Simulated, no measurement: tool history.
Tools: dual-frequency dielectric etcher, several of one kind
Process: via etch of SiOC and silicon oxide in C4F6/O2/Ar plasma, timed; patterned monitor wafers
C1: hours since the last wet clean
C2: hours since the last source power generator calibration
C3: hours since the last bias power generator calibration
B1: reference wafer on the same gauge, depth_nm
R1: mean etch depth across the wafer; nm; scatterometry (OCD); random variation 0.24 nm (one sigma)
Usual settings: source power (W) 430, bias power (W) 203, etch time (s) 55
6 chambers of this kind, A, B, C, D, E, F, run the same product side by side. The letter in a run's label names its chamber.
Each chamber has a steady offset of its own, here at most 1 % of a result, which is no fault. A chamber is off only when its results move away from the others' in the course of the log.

{"run": "1C", "day": 0.208, "source power (W)": 430, "bias power (W)": 203, "etch time (s)": 55, "C1": 211, "C2": 1197.6, "C3": 253.2, "B1": 54.046, "R1": 66.088}
{"run": "2F", "day": 0.342, "source power (W)": 430, "bias power (W)": 203, "etch time (s)": 55, "C1": 380.9, "C2": 211.8, "C3": 2530.8, "B1": 54.125, "R1": 66.042}
{"run": "3D", "day": 0.575, "source power (W)": 430, "bias power (W)": 203, "etch time (s)": 55, "C1": 347, "C2": 201.8, "C3": 582.2, "B1": 54.092, "R1": 66.293}
{"run": "4E", "day": 0.733, "source power (W)": 430, "bias power (W)": 203, "etch time (s)": 55, "C1": 553.6, "C2": 2205, "C3": 2014.5, "B1": 54.078, "R1": 66.22}
{"run": "5B", "day": 0.892, "source power (W)": 430, "bias power (W)": 203, "etch time (s)": 55, "C1": 421.2, "C2": 772.2, "C3": 2750.3, "B1": 54.171, "R1": 66.585}
{"run": "6A", "day": 1.083, "source power (W)": 430, "bias power (W)": 203, "etch time (s)": 55, "C1": 374.9, "C2": 3271.3, "C3": 891.7, "B1": 54.154, "R1": 66.491}
{"run": "7A", "day": 1.204, "source power (W)": 430, "bias power (W)": 203, "etch time (s)": 55, "C1": 377.8, "C2": 3274.2, "C3": 894.6, "B1": 54.15, "R1": 66.741}
{"run": "8F", "day": 1.358, "source power (W)": 430, "bias power (W)": 203, "etch time (s)": 55, "C1": 405.3, "C2": 236.2, "C3": 2555.2, "B1": 54.104, "R1": 65.321}
{"run": "9C", "day": 1.546, "source power (W)": 430, "bias power (W)": 203, "etch time (s)": 55, "C1": 243.1, "C2": 1229.7, "C3": 285.3, "B1": 54.136, "R1": 66.13}
{"run": "10D", "day": 1.7, "source power (W)": 430, "bias power (W)": 203, "etch time (s)": 66, "C1": 374, "C2": 228.8, "C3": 609.2, "B1": 54.111, "R1": 79.857}
{"run": "11B", "day": 1.904, "source power (W)": 430, "bias power (W)": 203, "etch time (s)": 66, "C1": 445.5, "C2": 796.5, "C3": 2774.6, "B1": 54.038, "R1": 79.279}
{"run": "12E", "day": 2.133, "source power (W)": 430, "bias power (W)": 203, "etch time (s)": 66, "C1": 587.2, "C2": 2238.6, "C3": 2048.1, "B1": 54.071, "R1": 79.641}
{"day": 2.233, "done": "chamber E: wet clean of the chamber"}
{"run": "13C", "day": 2.321, "source power (W)": 430, "bias power (W)": 203, "etch time (s)": 66, "C1": 261.7, "C2": 1248.3, "C3": 303.9, "B1": 54.123, "R1": 79.621}
{"run": "14A", "day": 2.45, "source power (W)": 430, "bias power (W)": 203, "etch time (s)": 66, "C1": 407.7, "C2": 3304.1, "C3": 924.5, "B1": 54.147, "R1": 80.107}
{"run": "15D", "day": 2.671, "source power (W)": 430, "bias power (W)": 203, "etch time (s)": 66, "C1": 397.3, "C2": 252.1, "C3": 632.5, "B1": 54.091, "R1": 80.068}
{"run": "16F", "day": 2.862, "source power (W)": 430, "bias power (W)": 203, "etch time (s)": 55, "C1": 441.4, "C2": 272.3, "C3": 2591.3, "B1": 54.067, "R1": 65.863}
{"day": 2.871, "done": "chamber D: wet clean of the chamber"}
{"run": "17B", "day": 3.042, "source power (W)": 430, "bias power (W)": 203, "etch time (s)": 55, "C1": 472.8, "C2": 823.8, "C3": 2801.9, "B1": 54.115, "R1": 65.731}
{"run": "18E", "day": 3.196, "source power (W)": 430, "bias power (W)": 203, "etch time (s)": 55, "C1": 23.2, "C2": 2264.1, "C3": 2073.6, "B1": 54.103, "R1": 68.337}
{"run": "19D", "day": 3.354, "source power (W)": 430, "bias power (W)": 203, "etch time (s)": 55, "C1": 11.7, "C2": 268.5, "C3": 648.9, "B1": 54.18, "R1": 66.681}
{"run": "20B", "day": 3.542, "source power (W)": 430, "bias power (W)": 203, "etch time (s)": 55, "C1": 484.8, "C2": 835.8, "C3": 2813.9, "B1": 54.073, "R1": 66.261}
{"run": "21C", "day": 3.779, "source power (W)": 430, "bias power (W)": 203, "etch time (s)": 55, "C1": 296.7, "C2": 1283.3, "C3": 338.9, "B1": 54.165, "R1": 66.468}
{"run": "22E", "day": 3.946, "source power (W)": 430, "bias power (W)": 203, "etch time (s)": 55, "C1": 41.2, "C2": 2282.1, "C3": 2091.6, "B1": 54.122, "R1": 68.515}
{"run": "23A", "day": 4.092, "source power (W)": 430, "bias power (W)": 203, "etch time (s)": 55, "C1": 447.1, "C2": 3343.5, "C3": 963.9, "B1": 54.097, "R1": 67.02}
{"run": "24F", "day": 4.196, "source power (W)": 430, "bias power (W)": 203, "etch time (s)": 55, "C1": 473.4, "C2": 304.3, "C3": 2623.3, "B1": 54.08, "R1": 66.214}
{"run": "25F", "day": 4.342, "source power (W)": 430, "bias power (W)": 203, "etch time (s)": 55, "C1": 476.9, "C2": 307.8, "C3": 2626.8, "B1": 54.109, "R1": 66.06}
{"run": "26A", "day": 4.5, "source power (W)": 430, "bias power (W)": 227, "etch time (s)": 55, "C1": 456.9, "C2": 3353.3, "C3": 973.7, "B1": 54.127, "R1": 69.34}
{"run": "27E", "day": 4.612, "source power (W)": 430, "bias power (W)": 227, "etch time (s)": 55, "C1": 57.2, "C2": 2298.1, "C3": 2107.6, "B1": 54.104, "R1": 71.021}
{"run": "28B", "day": 4.75, "source power (W)": 430, "bias power (W)": 227, "etch time (s)": 55, "C1": 513.8, "C2": 864.8, "C3": 2842.9, "B1": 54.142, "R1": 68.956}
{"run": "29D", "day": 4.954, "source power (W)": 430, "bias power (W)": 227, "etch time (s)": 55, "C1": 50.1, "C2": 306.9, "C3": 687.3, "B1": 54.055, "R1": 68.792}
{"run": "30C", "day": 5.117, "source power (W)": 430, "bias power (W)": 227, "etch time (s)": 55, "C1": 328.8, "C2": 1315.4, "C3": 371, "B1": 54.087, "R1": 68.673}
{"run": "31A", "day": 5.304, "source power (W)": 430, "bias power (W)": 227, "etch time (s)": 55, "C1": 476.2, "C2": 3372.6, "C3": 993, "B1": 54.067, "R1": 69.203}
{"run": "32B", "day": 5.475, "source power (W)": 430, "bias power (W)": 203, "etch time (s)": 55, "C1": 531.2, "C2": 882.2, "C3": 2860.3, "B1": 54.12, "R1": 66.181}
{"day": 5.604, "done": "chamber B: wet clean of the chamber"}
{"run": "33E", "day": 5.717, "source power (W)": 430, "bias power (W)": 203, "etch time (s)": 55, "C1": 83.7, "C2": 2324.6, "C3": 2134.1, "B1": 54.105, "R1": 68.3}
{"run": "34D", "day": 5.821, "source power (W)": 430, "bias power (W)": 203, "etch time (s)": 55, "C1": 70.9, "C2": 327.7, "C3": 708.1, "B1": 54.103, "R1": 66.542}
{"day": 5.85, "done": "chamber C: wet clean of the chamber"}
{"run": "35F", "day": 5.971, "source power (W)": 430, "bias power (W)": 203, "etch time (s)": 55, "C1": 516, "C2": 346.9, "C3": 2665.9, "B1": 54.076, "R1": 65.842}
{"run": "36C", "day": 6.121, "source power (W)": 430, "bias power (W)": 203, "etch time (s)": 55, "C1": 6.6, "C2": 1339.5, "C3": 395.1, "B1": 54.145, "R1": 66.015}
{"run": "37F", "day": 6.238, "source power (W)": 430, "bias power (W)": 203, "etch time (s)": 55, "C1": 522.4, "C2": 353.3, "C3": 2672.3, "B1": 54.074, "R1": 65.349}
{"run": "38C", "day": 6.458, "source power (W)": 430, "bias power (W)": 203, "etch time (s)": 55, "C1": 14.7, "C2": 1347.6, "C3": 403.2, "B1": 54.11, "R1": 66.256}
{"run": "39B", "day": 6.688, "source power (W)": 350, "bias power (W)": 203, "etch time (s)": 63.5, "C1": 26, "C2": 911.3, "C3": 2889.4, "B1": 54.113, "R1": 71.137}

Is one chamber off against the others, does the gauge drift, or is nothing wrong? If a chamber is off, say which, and what the likeliest cause is.

A service left chamber E off against the others.
Cause: etch rate over this chamber's usual, % = 2.53.

Here are 4 candidates for chamber E's next run, each the usual settings with a change, their results left as question marks. Which one brings its results back in line with what the others give on the usual settings?
In line means no further than this from the other chambers' mean on the usual settings: R1 0.84 nm
{"run": "40E-1", "day": 6.858, "source power (W)": 380, "bias power (W)": 203, "etch time (s)": 55, "R1": "?"}
{"run": "40E-2", "day": 6.858, "source power (W)": 410, "bias power (W)": 196, "etch time (s)": 55, "R1": "?"}
{"run": "40E-3", "day": 6.858, "source power (W)": 430, "bias power (W)": 204, "etch time (s)": 56.5, "R1": "?"}
{"run": "40E-4", "day": 6.858, "source power (W)": 430, "bias power (W)": 205, "etch time (s)": 57.5, "R1": "?"}

The other chambers' mean on the usual settings: R1 66.274 nm
run=40E-1 R1=65.022
run=40E-2 R1=66.214
run=40E-3 R1=70.215
run=40E-4 R1=71.573
40E-2 brings the chamber back in line.
